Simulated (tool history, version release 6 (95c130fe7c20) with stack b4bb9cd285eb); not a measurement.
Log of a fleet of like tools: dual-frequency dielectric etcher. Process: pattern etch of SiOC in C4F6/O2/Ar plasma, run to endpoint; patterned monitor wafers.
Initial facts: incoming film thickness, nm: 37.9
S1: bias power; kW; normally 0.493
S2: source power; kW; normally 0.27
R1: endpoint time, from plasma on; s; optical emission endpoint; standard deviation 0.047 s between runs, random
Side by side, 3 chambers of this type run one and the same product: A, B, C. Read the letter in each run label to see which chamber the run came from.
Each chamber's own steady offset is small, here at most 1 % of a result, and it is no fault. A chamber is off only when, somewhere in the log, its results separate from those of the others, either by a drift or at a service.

{"run": "1B", "day": 0.179, "S1": 0.493, "S2": 0.27, "R1": 14.889}
{"run": "2C", "day": 0.554, "S1": 0.493, "S2": 0.27, "R1": 15.019}
{"run": "3A", "day": 0.812, "S1": 0.493, "S2": 0.27, "R1": 14.887}
{"run": "4C", "day": 0.983, "S1": 0.493, "S2": 0.27, "R1": 14.891}
{"run": "5A", "day": 1.217, "S1": 0.493, "S2": 0.27, "R1": 14.856}
{"run": "6B", "day": 1.454, "S1": 0.493, "S2": 0.27, "R1": 14.885}
{"run": "7A", "day": 1.679, "S1": 0.493, "S2": 0.27, "R1": 14.857}
{"day": 1.792, "done": "chamber A: source power generator calibrated"}
{"run": "8C", "day": 2.058, "S1": 0.396, "S2": 0.24, "R1": 16.866}
{"run": "9B", "day": 2.438, "S1": 0.396, "S2": 0.24, "R1": 16.84}
{"day": 2.608, "done": "chamber B: wet clean of the chamber"}
{"run": "10C", "day": 2.633, "S1": 0.396, "S2": 0.24, "R1": 16.863}
{"run": "11B", "day": 2.825, "S1": 0.493, "S2": 0.27, "R1": 15.014}
{"day": 2.962, "done": "chamber C: wet clean of the chamber"}
{"run": "12A", "day": 3.017, "S1": 0.564, "S2": 0.22, "R1": 15.229}
{"run": "13A", "day": 3.362, "S1": 0.564, "S2": 0.22, "R1": 15.129}
{"run": "14C", "day": 3.604, "S1": 0.564, "S2": 0.22, "R1": 14.72}
{"run": "15B", "day": 3.954, "S1": 0.493, "S2": 0.27, "R1": 14.897}
{"run": "16A", "day": 4.138, "S1": 0.493, "S2": 0.27, "R1": 14.809}
{"run": "17B", "day": 4.508, "S1": 0.493, "S2": 0.27, "R1": 14.855}
{"run": "18C", "day": 4.738, "S1": 0.493, "S2": 0.27, "R1": 14.412}
{"run": "19C", "day": 4.954, "S1": 0.378, "S2": 0.27, "R1": 15.772}
{"run": "20A", "day": 5.296, "S1": 0.378, "S2": 0.27, "R1": 16.391}
{"run": "21B", "day": 5.492, "S1": 0.378, "S2": 0.27, "R1": 16.477}
{"run": "22A", "day": 5.842, "S1": 0.493, "S2": 0.27, "R1": 14.838}
{"run": "23C", "day": 6.042, "S1": 0.493, "S2": 0.27, "R1": 14.407}
{"run": "24B", "day": 6.346, "S1": 0.493, "S2": 0.27, "R1": 14.92}
{"run": "25C", "day": 6.662, "S1": 0.493, "S2": 0.27, "R1": 14.419}
{"run": "26B", "day": 6.967, "S1": 0.493, "S2": 0.27, "R1": 14.797}
{"run": "27A", "day": 7.154, "S1": 0.493, "S2": 0.27, "R1": 14.904}
{"run": "28C", "day": 7.512, "S1": 0.493, "S2": 0.27, "R1": 14.366}
{"run": "29B", "day": 7.775, "S1": 0.493, "S2": 0.27, "R1": 14.884}

For the next run the whole fleet of 3 chambers uses the same settings. Give each chamber's results:
{"run": "30A", "day": 8.054, "S1": 0.493, "S2": 0.33, "R1": "?"}
{"run": "30B", "day": 8.054, "S1": 0.493, "S2": 0.33, "R1": "?"}
{"run": "30C", "day": 8.054, "S1": 0.493, "S2": 0.33, "R1": "?"}

run=30A R1=13.73
run=30B R1=13.838
run=30C R1=13.396
